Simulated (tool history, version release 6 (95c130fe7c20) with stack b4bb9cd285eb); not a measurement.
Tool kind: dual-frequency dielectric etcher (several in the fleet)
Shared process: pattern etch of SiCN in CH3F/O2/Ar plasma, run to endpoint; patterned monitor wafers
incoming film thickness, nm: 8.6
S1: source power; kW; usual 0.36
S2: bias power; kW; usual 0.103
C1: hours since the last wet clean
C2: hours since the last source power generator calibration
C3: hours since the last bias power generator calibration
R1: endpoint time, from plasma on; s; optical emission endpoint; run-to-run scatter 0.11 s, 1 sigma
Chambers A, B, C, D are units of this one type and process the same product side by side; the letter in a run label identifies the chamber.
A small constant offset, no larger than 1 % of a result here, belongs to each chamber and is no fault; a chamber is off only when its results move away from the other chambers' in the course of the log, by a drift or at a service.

run	hour	S1	S2	C1	C2	C3	R1
1C	9	0.36	0.103	170.6	621.1	1871.4	20.878
2A	20.4	0.36	0.103	205.1	1406.1	1102.9	20.692
3B	27.4	0.36	0.103	287.5	431.5	2841.7	20.943
4D	37	0.36	0.103	116.7	1046.3	2334.7	20.961
5D	42	0.36	0.103	121.7	1051.3	2339.7	20.745
6B	48.5	0.36	0.103	308.6	452.6	2862.8	20.904
7A	56.3	0.36	0.103	241	1442	1138.8	20.449
8C	63.5	0.36	0.103	225.1	675.6	1925.9	20.848
9B	71.6	0.36	0.103	331.7	475.7	2885.9	20.71
# hour 72.9: chamber B: wet clean of the chamber
10D	80	0.36	0.103	159.7	1089.3	2377.7	20.776
11C	91.1	0.36	0.103	252.7	703.2	1953.5	20.907
12A	96.8	0.36	0.103	281.5	1482.5	1179.3	20.697
13D	103.7	0.31	0.079	183.4	1113	2401.4	24.376
14B	109.8	0.31	0.079	37	513.9	2924.1	24.303
15A	119.4	0.31	0.079	304.1	1505.1	1201.9	24.126
16C	125.5	0.31	0.079	287.1	737.6	1987.9	24.344
17B	133.1	0.36	0.103	60.3	537.2	2947.4	20.967
18D	140.2	0.36	0.103	219.9	1149.5	2437.9	20.911
19C	148.1	0.36	0.103	309.7	760.2	2010.5	20.69
20A	157.1	0.36	0.103	341.8	1542.8	1239.6	20.599
21D	168.4	0.36	0.103	248.1	1177.7	2466.1	20.806
22B	177.6	0.36	0.103	104.8	581.7	2991.9	20.896
23C	187.1	0.36	0.103	348.7	799.2	2049.5	20.738
24A	194.6	0.36	0.103	379.3	1580.3	1277.1	20.659
25B	204.9	0.36	0.103	132.1	609	3019.2	20.78
26A	212.6	0.36	0.103	397.3	1598.3	1295.1	20.904

Is one chamber off against the others, does the gauge drift, or is nothing wrong? If a chamber is off, say which, and what the likeliest cause is.

Neither any chamber nor the gauge drifts; the chambers differ only by their own small, steady offsets.
